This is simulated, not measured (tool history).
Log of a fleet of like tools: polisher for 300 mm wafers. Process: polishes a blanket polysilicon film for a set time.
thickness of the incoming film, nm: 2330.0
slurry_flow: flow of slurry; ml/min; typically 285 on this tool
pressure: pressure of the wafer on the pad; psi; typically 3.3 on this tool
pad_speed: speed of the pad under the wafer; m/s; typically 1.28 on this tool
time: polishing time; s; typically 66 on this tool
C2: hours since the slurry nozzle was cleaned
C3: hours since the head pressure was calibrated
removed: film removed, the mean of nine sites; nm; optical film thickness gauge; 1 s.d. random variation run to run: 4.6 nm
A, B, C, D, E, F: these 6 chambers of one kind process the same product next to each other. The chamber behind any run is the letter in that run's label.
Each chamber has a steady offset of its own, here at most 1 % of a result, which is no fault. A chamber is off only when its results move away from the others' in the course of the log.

Run 1C, day 0.229: usual settings; wafers polished on this pad 81; C2 128.5; C3 1121.2. Result: removed 670.40 nm.
At day 0.433: chamber D: worn pad replaced by a new one.
Run 2D, day 0.462: usual settings; wafers polished on this pad 7; C2 348.1; C3 501.0. Result: removed 672.83 nm.
At day 0.596: chamber A: worn pad replaced by a new one.
Run 3A, day 0.788: usual settings; wafers polished on this pad 47; C2 540.2; C3 589.0. Result: removed 662.44 nm.
Run 4B, day 1.154: usual settings; wafers polished on this pad 1008; C2 211.8; C3 127.4. Result: removed 668.59 nm.
At day 1.183: chamber E: slurry nozzle cleaned.
Run 5E, day 1.538: usual settings; wafers polished on this pad 1424; C2 8.6; C3 209.7. Result: removed 664.88 nm.
At day 1.646: chamber E: worn pad replaced by a new one.
Run 6F, day 1.925: usual settings; wafers polished on this pad 586; C2 344.1; C3 693.5. Result: removed 659.36 nm.
Run 7A, day 2.221: usual settings; wafers polished on this pad 399; C2 574.6; C3 623.4. Result: removed 659.35 nm.
At day 2.233: chamber D: slurry nozzle cleaned.
At day 2.375: chamber C: worn pad replaced by a new one.
Run 8E, day 2.454: usual settings; wafers polished on this pad 199; C2 30.6; C3 231.7. Result: removed 661.20 nm.
At day 2.633: chamber D: worn pad replaced by a new one.
At day 2.671: chamber B: worn pad replaced by a new one.
Run 9F, day 2.762: usual settings; wafers polished on this pad 791; C2 364.2; C3 713.6. Result: removed 653.59 nm.
Run 10B, day 3.058: usual settings but slurry_flow 360 ml/min; wafers polished on this pad 96; C2 257.5; C3 173.1. Result: removed 683.09 nm.
Run 11D, day 3.425: usual settings but slurry_flow 360 ml/min; wafers polished on this pad 194; C2 28.7; C3 572.1. Result: removed 677.44 nm.
At day 3.492: chamber F: worn pad replaced by a new one.
Run 12C, day 3.679: usual settings but slurry_flow 360 ml/min; wafers polished on this pad 321; C2 211.3; C3 1204.0. Result: removed 669.19 nm.
At day 3.838: chamber A: worn pad replaced by a new one.
Run 13B, day 3.862: usual settings but slurry_flow 360 ml/min; wafers polished on this pad 293; C2 276.8; C3 192.4. Result: removed 691.41 nm.
Run 14E, day 4.071: usual settings but slurry_flow 360 ml/min; wafers polished on this pad 596; C2 69.4; C3 270.5. Result: removed 672.91 nm.
Run 15C, day 4.396: usual settings but slurry_flow 360 ml/min; wafers polished on this pad 497; C2 228.5; C3 1221.2. Result: removed 680.57 nm.
At day 4.408: chamber D: head pressure recalibrated.
At day 4.700: chamber D: worn pad replaced by a new one.
At day 4.721: chamber A: head pressure recalibrated.
At day 4.758: chamber C: worn pad replaced by a new one.
Run 16D, day 4.775: usual settings; wafers polished on this pad 18; C2 61.1; C3 8.9. Result: removed 613.12 nm.
Run 17A, day 5.117: usual settings; wafers polished on this pad 315; C2 644.1; C3 9.6. Result: removed 657.64 nm.
Run 18F, day 5.338: usual settings but slurry_flow 185 ml/min, pad_speed 1.50 m/s; wafers polished on this pad 454; C2 426.0; C3 775.4. Result: removed 731.90 nm.
At day 5.433: chamber F: head pressure recalibrated.
Run 19F, day 5.696: usual settings but slurry_flow 185 ml/min, pad_speed 1.50 m/s; wafers polished on this pad 542; C2 434.6; C3 6.4. Result: removed 735.78 nm.
Run 20B, day 5.988: usual settings but slurry_flow 185 ml/min, pad_speed 1.50 m/s; wafers polished on this pad 816; C2 327.8; C3 243.4. Result: removed 745.18 nm.
Run 21D, day 6.225: usual settings but slurry_flow 185 ml/min, pad_speed 1.50 m/s; wafers polished on this pad 375; C2 95.9; C3 43.7. Result: removed 690.26 nm.
Run 22A, day 6.538: usual settings but slurry_flow 185 ml/min, pad_speed 1.50 m/s; wafers polished on this pad 664; C2 678.2; C3 43.7. Result: removed 726.07 nm.
At day 6.733: chamber B: slurry nozzle cleaned.
Run 23C, day 6.875: usual settings but slurry_flow 185 ml/min, pad_speed 1.50 m/s; wafers polished on this pad 520; C2 288.0; C3 1280.7. Result: removed 740.21 nm.
At day 7.029: chamber F: slurry nozzle cleaned.
At day 7.083: chamber D: worn pad replaced by a new one.
At day 7.104: chamber A: worn pad replaced by a new one.
Run 24E, day 7.192: usual settings; wafers polished on this pad 1363; C2 144.3; C3 345.4. Result: removed 662.93 nm.
Run 25F, day 7.546: usual settings; wafers polished on this pad 997; C2 12.5; C3 50.8. Result: removed 659.08 nm.
At day 7.588: chamber B: worn pad replaced by a new one.
At day 7.617: chamber F: worn pad replaced by a new one.
At day 7.658: chamber C: worn pad replaced by a new one.
Run 26B, day 7.875: usual settings; wafers polished on this pad 70; C2 27.5; C3 288.7. Result: removed 674.66 nm.
At day 7.883: chamber E: worn pad replaced by a new one.
Run 27C, day 8.208: usual settings; wafers polished on this pad 136; C2 320.0; C3 1312.7. Result: removed 668.43 nm.
Run 28A, day 8.617: usual settings; wafers polished on this pad 372; C2 728.1; C3 93.6. Result: removed 656.23 nm.
At day 8.729: chamber C: head pressure recalibrated.
Run 29E, day 8.800: usual settings but pad_speed 1.62 m/s; wafers polished on this pad 225; C2 182.9; C3 384.0. Result: removed 830.69 nm.
At day 9.017: chamber D: worn pad replaced by a new one.
Run 30D, day 9.083: usual settings but pad_speed 1.62 m/s; wafers polished on this pad 17; C2 164.5; C3 112.3. Result: removed 769.90 nm.
Run 31D, day 9.429: usual settings but pad_speed 1.62 m/s; wafers polished on this pad 102; C2 172.8; C3 120.6. Result: removed 781.54 nm.
Run 32E, day 9.829: usual settings but pad_speed 1.62 m/s; wafers polished on this pad 478; C2 207.6; C3 408.7. Result: removed 841.00 nm.
Run 33C, day 10.012: usual settings but pad_speed 1.62 m/s; wafers polished on this pad 579; C2 363.3; C3 30.8. Result: removed 841.72 nm.
Run 34F, day 10.417: usual settings but pad_speed 1.62 m/s; wafers polished on this pad 688; C2 81.4; C3 119.7. Result: removed 842.86 nm.
At day 10.471: chamber A: worn pad replaced by a new one.
Run 35A, day 10.700: usual settings; wafers polished on this pad 57; C2 778.1; C3 143.6. Result: removed 654.02 nm.
Run 36B, day 10.904: usual settings; wafers polished on this pad 815; C2 100.2; C3 361.4. Result: removed 676.30 nm.
Run 37B, day 11.204: usual settings; wafers polished on this pad 889; C2 107.4; C3 368.6. Result: removed 683.00 nm.

Each of the 6 chambers runs these same settings next. Fill in every chamber's results:
Run 38A, day 11.500: usual settings. Result: removed ?.
Run 38B, day 11.500: usual settings. Result: removed ?.
Run 38C, day 11.500: usual settings. Result: removed ?.
Run 38D, day 11.500: usual settings. Result: removed ?.
Run 38E, day 11.500: usual settings. Result: removed ?.
Run 38F, day 11.500: usual settings. Result: removed ?.

run  removed
38A   660.55
38B   676.20
38C   655.33
38D   609.88
38E   658.99
38F   663.05

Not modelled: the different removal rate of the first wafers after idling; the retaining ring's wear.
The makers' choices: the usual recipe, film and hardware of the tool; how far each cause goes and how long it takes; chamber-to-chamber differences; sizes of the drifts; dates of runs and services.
